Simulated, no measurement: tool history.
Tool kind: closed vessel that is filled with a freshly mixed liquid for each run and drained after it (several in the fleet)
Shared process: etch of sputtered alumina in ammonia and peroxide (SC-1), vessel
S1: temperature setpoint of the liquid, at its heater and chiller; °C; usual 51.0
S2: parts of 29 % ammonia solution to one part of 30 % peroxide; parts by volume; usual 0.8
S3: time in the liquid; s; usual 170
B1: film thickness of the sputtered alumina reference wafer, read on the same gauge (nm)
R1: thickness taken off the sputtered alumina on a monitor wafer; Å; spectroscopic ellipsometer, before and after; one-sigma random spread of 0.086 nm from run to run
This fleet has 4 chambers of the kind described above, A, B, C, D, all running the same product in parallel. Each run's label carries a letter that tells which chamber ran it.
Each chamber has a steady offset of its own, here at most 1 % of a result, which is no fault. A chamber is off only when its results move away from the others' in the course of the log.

run,day,S1,S2,S3,B1,R1
1C,0.154,51.0,0.8,170,69.990,121.710
2B,0.312,51.0,0.8,170,70.047,121.850
# day 0.329: chamber C: new drum of ammonia solution connected
3A,0.471,51.0,0.8,170,70.027,123.840
4D,0.596,51.0,0.8,170,69.986,122.310
5D,0.712,51.0,0.8,170,70.011,123.210
6A,0.904,51.0,0.8,170,69.997,122.380
7B,0.996,51.0,0.8,170,70.049,122.790
8C,1.100,51.0,0.8,170,69.974,124.040
9C,1.275,51.0,0.8,170,69.981,124.240
10B,1.429,51.0,0.8,170,70.030,123.320
11D,1.608,51.0,0.8,170,70.008,123.360
12A,1.700,51.0,0.8,170,69.971,120.290
13A,1.900,51.0,0.8,170,70.008,120.460
14C,2.096,51.0,0.8,170,69.948,121.570
15D,2.225,51.0,0.8,170,69.931,123.480
16B,2.371,51.0,0.8,170,69.973,121.390
17B,2.521,51.0,0.8,170,69.985,124.230
18C,2.621,51.0,0.8,170,69.996,122.920
19D,2.775,51.0,0.8,170,70.019,121.860
20A,2.917,57.5,0.8,170,69.927,169.030
21A,3.050,57.5,0.8,170,70.011,168.080
22B,3.212,57.5,0.8,170,69.978,174.220
23D,3.333,57.5,0.8,170,70.026,174.560
24C,3.471,51.0,0.8,170,70.023,122.580
25A,3.600,51.0,0.8,170,69.980,116.590
26C,3.800,51.0,0.8,170,70.017,124.510
27D,3.983,51.0,0.8,215,70.020,153.970
28B,4.075,51.0,0.8,215,70.067,155.830
29A,4.250,51.0,0.8,215,70.037,143.220
# day 4.325: chamber B: new drum of ammonia solution connected
30D,4.404,51.0,0.8,215,70.054,155.760
31C,4.508,51.0,0.8,80,70.032,57.306
32B,4.629,51.0,0.8,80,70.004,57.809

All chambers now run identical settings, listed one chamber a line with results as question marks. What results will each chamber show?
33A,4.775,51.0,0.8,240,,?
33B,4.775,51.0,0.8,240,,?
33C,4.775,51.0,0.8,240,,?
33D,4.775,51.0,0.8,240,,?

run,R1
33A,163.260
33B,173.700
33C,174.780
33D,172.640
